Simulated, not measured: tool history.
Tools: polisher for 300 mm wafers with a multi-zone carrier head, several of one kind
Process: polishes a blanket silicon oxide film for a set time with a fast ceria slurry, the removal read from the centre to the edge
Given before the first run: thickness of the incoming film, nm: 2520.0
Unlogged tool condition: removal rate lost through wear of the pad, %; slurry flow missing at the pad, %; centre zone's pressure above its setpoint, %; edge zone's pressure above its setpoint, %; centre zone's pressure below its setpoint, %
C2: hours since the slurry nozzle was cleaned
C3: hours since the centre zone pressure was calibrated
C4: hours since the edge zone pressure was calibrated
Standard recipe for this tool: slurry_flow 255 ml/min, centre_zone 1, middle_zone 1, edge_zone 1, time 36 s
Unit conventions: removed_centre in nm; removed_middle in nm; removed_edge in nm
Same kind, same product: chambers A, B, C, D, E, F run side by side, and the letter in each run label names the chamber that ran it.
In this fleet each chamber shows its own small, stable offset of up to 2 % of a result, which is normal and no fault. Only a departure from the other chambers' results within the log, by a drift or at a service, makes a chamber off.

Run 1F, day 0.375: usual settings; wafers polished on this pad 1147; C2 17.8; C3 722.7; C4 1080.5. Result: removed_centre 369.25 nm, removed_middle 361.87 nm, removed_edge 366.1 nm.
Run 2D, day 0.8: usual settings; wafers polished on this pad 179; C2 135.1; C3 597.8; C4 904. Result: removed_centre 365.33 nm, removed_middle 363.33 nm, removed_edge 367.06 nm.
Run 3B, day 1.246: usual settings; wafers polished on this pad 1034; C2 143.5; C3 534.8; C4 616.7. Result: removed_centre 370.91 nm, removed_middle 363.6 nm, removed_edge 372.31 nm.
At day 1.375: chamber B: centre zone pressure recalibrated.
Run 4E, day 1.558: usual settings; wafers polished on this pad 827; C2 136.6; C3 55.6; C4 716.4. Result: removed_centre 370.54 nm, removed_middle 364.81 nm, removed_edge 371.78 nm.
At day 1.642: chamber B: worn pad replaced by a new one.
At day 1.767: chamber F: worn pad replaced by a new one.
Run 5C, day 1.962: usual settings; wafers polished on this pad 1359; C2 180.2; C3 68.2; C4 699. Result: removed_centre 363.95 nm, removed_middle 367.68 nm, removed_edge 360.94 nm.
At day 2.083: chamber E: worn pad replaced by a new one.
At day 2.217: chamber F: edge zone pressure recalibrated.
Run 6A, day 2.458: usual settings; wafers polished on this pad 512; C2 248.2; C3 329; C4 931.7. Result: removed_centre 362.06 nm, removed_middle 366.8 nm, removed_edge 359.69 nm.
At day 2.496: chamber D: edge zone pressure recalibrated.
Run 7C, day 2.95: usual settings; wafers polished on this pad 1526; C2 203.9; C3 91.9; C4 722.7. Result: removed_centre 361.24 nm, removed_middle 370.96 nm, removed_edge 356.88 nm.
At day 3.167: chamber C: worn pad replaced by a new one.
Run 8B, day 3.246: usual settings; wafers polished on this pad 272; C2 191.5; C3 44.9; C4 664.7. Result: removed_centre 372.27 nm, removed_middle 363.72 nm, removed_edge 363.05 nm.
Run 9F, day 3.512: usual settings; wafers polished on this pad 295; C2 93.1; C3 798; C4 31.1. Result: removed_centre 363.4 nm, removed_middle 359.4 nm, removed_edge 369.21 nm.
Run 10D, day 3.971: usual settings; wafers polished on this pad 716; C2 211.2; C3 673.9; C4 35.5. Result: removed_centre 369.08 nm, removed_middle 371.22 nm, removed_edge 375.58 nm.
Run 11E, day 4.371: usual settings but middle_zone 1.04; wafers polished on this pad 388; C2 204.1; C3 123.1; C4 783.9. Result: removed_centre 366.92 nm, removed_middle 380.58 nm, removed_edge 365.45 nm.
Run 12A, day 4.804: usual settings but middle_zone 1.04; wafers polished on this pad 909; C2 304.5; C3 385.3; C4 988. Result: removed_centre 361.63 nm, removed_middle 376.76 nm, removed_edge 370.41 nm.
Run 13A, day 5.133: usual settings but middle_zone 1.04; wafers polished on this pad 965; C2 312.4; C3 393.2; C4 995.9. Result: removed_centre 363.07 nm, removed_middle 374.21 nm, removed_edge 366.79 nm.
Run 14F, day 5.488: usual settings but middle_zone 1.04; wafers polished on this pad 630; C2 140.5; C3 845.4; C4 78.5. Result: removed_centre 366.3 nm, removed_middle 372.89 nm, removed_edge 364.89 nm.
Run 15E, day 5.742: usual settings but middle_zone 1.04; wafers polished on this pad 620; C2 237; C3 156; C4 816.8. Result: removed_centre 365.92 nm, removed_middle 378.4 nm, removed_edge 364.34 nm.
Run 16D, day 5.992: usual settings but middle_zone 1.04; wafers polished on this pad 1058; C2 259.7; C3 722.4; C4 84. Result: removed_centre 367.93 nm, removed_middle 380.28 nm, removed_edge 367.35 nm.
Run 17B, day 6.325: usual settings; wafers polished on this pad 793; C2 265.4; C3 118.8; C4 738.6. Result: removed_centre 366.74 nm, removed_middle 366.27 nm, removed_edge 366.93 nm.
At day 6.512: chamber D: worn pad replaced by a new one.
Run 18C, day 6.662: usual settings; wafers polished on this pad 592; C2 293; C3 181; C4 811.8. Result: removed_centre 358.93 nm, removed_middle 369.84 nm, removed_edge 358.6 nm.
At day 6.775: chamber B: worn pad replaced by a new one.
At day 6.888: chamber E: worn pad replaced by a new one.
Run 19E, day 6.908: usual settings; wafers polished on this pad 3; C2 265; C3 184; C4 844.8. Result: removed_centre 374.34 nm, removed_middle 366.33 nm, removed_edge 363.29 nm.
Run 20D, day 7.354: usual settings; wafers polished on this pad 143; C2 292.4; C3 755.1; C4 116.7. Result: removed_centre 369.69 nm, removed_middle 365.39 nm, removed_edge 368.45 nm.
Run 21B, day 7.688: usual settings; wafers polished on this pad 154; C2 298.1; C3 151.5; C4 771.3. Result: removed_centre 364.6 nm, removed_middle 362.46 nm, removed_edge 366.91 nm.
Run 22A, day 8.088: usual settings; wafers polished on this pad 1465; C2 383.3; C3 464.1; C4 1066.8. Result: removed_centre 364.59 nm, removed_middle 363.48 nm, removed_edge 363.48 nm.
At day 8.283: chamber A: worn pad replaced by a new one.
Run 23C, day 8.396: usual settings; wafers polished on this pad 886; C2 334.6; C3 222.6; C4 853.4. Result: removed_centre 359.4 nm, removed_middle 364.69 nm, removed_edge 366.82 nm.
Run 24F, day 8.725: usual settings but time 32 s; wafers polished on this pad 1178; C2 218.2; C3 923.1; C4 156.2. Result: removed_centre 320.13 nm, removed_middle 321.09 nm, removed_edge 321.93 nm.
At day 8.783: chamber F: worn pad replaced by a new one.
Run 25D, day 9.229: usual settings but time 32 s; wafers polished on this pad 460; C2 337.4; C3 800.1; C4 161.7. Result: removed_centre 325.29 nm, removed_middle 328.19 nm, removed_edge 329.74 nm.
Run 26B, day 9.617: usual settings but time 32 s; wafers polished on this pad 481; C2 344.4; C3 197.8; C4 817.6. Result: removed_centre 322.39 nm, removed_middle 322.87 nm, removed_edge 324.1 nm.
At day 9.817: chamber A: edge zone pressure recalibrated.
Run 27F, day 9.871: usual settings but time 32 s; wafers polished on this pad 184; C2 245.7; C3 950.6; C4 183.7. Result: removed_centre 330.41 nm, removed_middle 324.52 nm, removed_edge 327.52 nm.
At day 10.133: chamber C: worn pad replaced by a new one.
At day 10.233: chamber E: edge zone pressure recalibrated.
Run 28E, day 10.288: usual settings but time 32 s; wafers polished on this pad 575; C2 346.1; C3 265.1; C4 1.4. Result: removed_centre 327.24 nm, removed_middle 323.34 nm, removed_edge 325.49 nm.
At day 10.479: chamber F: slurry nozzle cleaned.
Run 29C, day 10.742: usual settings but time 32 s; wafers polished on this pad 103; C2 390.9; C3 278.9; C4 909.7. Result: removed_centre 323.59 nm, removed_middle 326.34 nm, removed_edge 322.58 nm.
Run 30A, day 10.967: usual settings but slurry_flow 195 ml/min, middle_zone 0.9; wafers polished on this pad 454; C2 452.4; C3 533.2; C4 27.7. Result: removed_centre 356.34 nm, removed_middle 320.83 nm, removed_edge 350.64 nm.
Run 31D, day 11.392: usual settings but slurry_flow 195 ml/min, middle_zone 0.9; wafers polished on this pad 826; C2 389.3; C3 852; C4 213.6. Result: removed_centre 348.69 nm, removed_middle 319.19 nm, removed_edge 351.95 nm.
At day 11.708: chamber C: centre zone pressure recalibrated.
Run 32F, day 11.896: usual settings but slurry_flow 195 ml/min, middle_zone 0.9; wafers polished on this pad 527; C2 34; C3 999.2; C4 232.3. Result: removed_centre 347.49 nm, removed_middle 319.08 nm, removed_edge 355.81 nm.
Run 33A, day 12.192: usual settings but slurry_flow 195 ml/min, middle_zone 0.9; wafers polished on this pad 662; C2 481.8; C3 562.6; C4 57.1. Result: removed_centre 353.64 nm, removed_middle 320.54 nm, removed_edge 360.12 nm.
At day 12.262: chamber E: worn pad replaced by a new one.
Run 34B, day 12.512: usual settings but slurry_flow 195 ml/min, middle_zone 0.9; wafers polished on this pad 971; C2 413.9; C3 267.3; C4 887.1. Result: removed_centre 354.81 nm, removed_middle 318.17 nm, removed_edge 360.47 nm.
At day 12.938: chamber D: worn pad replaced by a new one.
Run 35E, day 12.942: usual settings but slurry_flow 195 ml/min, middle_zone 0.9; wafers polished on this pad 115; C2 409.8; C3 328.8; C4 65.1. Result: removed_centre 357.39 nm, removed_middle 318.85 nm, removed_edge 357.77 nm.
At day 13.267: chamber B: worn pad replaced by a new one.
Run 36C, day 13.338: usual settings; wafers polished on this pad 543; C2 453.2; C3 39.1; C4 972. Result: removed_centre 356.59 nm, removed_middle 370.48 nm, removed_edge 360.95 nm.
Run 37E, day 13.767: usual settings but edge_zone 1.05; wafers polished on this pad 254; C2 429.6; C3 348.6; C4 84.9. Result: removed_centre 367.62 nm, removed_middle 362.6 nm, removed_edge 378.27 nm.
Run 38A, day 14.025: usual settings but edge_zone 1.05; wafers polished on this pad 972; C2 525.8; C3 606.6; C4 101.1. Result: removed_centre 363.08 nm, removed_middle 363.37 nm, removed_edge 373.94 nm.
Run 39D, day 14.333: usual settings but edge_zone 1.05; wafers polished on this pad 236; C2 459.9; C3 922.6; C4 284.2. Result: removed_centre 370.85 nm, removed_middle 368.39 nm, removed_edge 370.94 nm.
Run 40C, day 14.629: usual settings but edge_zone 1.05; wafers polished on this pad 761; C2 484.2; C3 70.1; C4 1003. Result: removed_centre 360.23 nm, removed_middle 368.14 nm, removed_edge 380.03 nm.
Run 41B, day 15.104: usual settings but edge_zone 1.05; wafers polished on this pad 311; C2 476.1; C3 329.5; C4 949.3. Result: removed_centre 366.98 nm, removed_middle 363.51 nm, removed_edge 373.93 nm.
Run 42F, day 15.521: usual settings but edge_zone 1.05; wafers polished on this pad 1141; C2 121; C3 1086.2; C4 319.3. Result: removed_centre 360.24 nm, removed_middle 366.84 nm, removed_edge 372.19 nm.
At day 15.65: chamber F: worn pad replaced by a new one.
Run 43E, day 15.854: usual settings; wafers polished on this pad 608; C2 479.7; C3 398.7; C4 135. Result: removed_centre 362.27 nm, removed_middle 364.76 nm, removed_edge 364.93 nm.
Run 44F, day 16.275: usual settings; wafers polished on this pad 106; C2 139.1; C3 1104.3; C4 337.4. Result: removed_centre 364.61 nm, removed_middle 359.87 nm, removed_edge 375.6 nm.

Which is it: a chamber that has drifted or been left off by a service, a gauge drift common to all chambers, or only each chamber's usual small offset? If a chamber is off, name it and its likeliest cause.

Neither any chamber nor the gauge drifts; the chambers differ only by their own small, steady offsets.
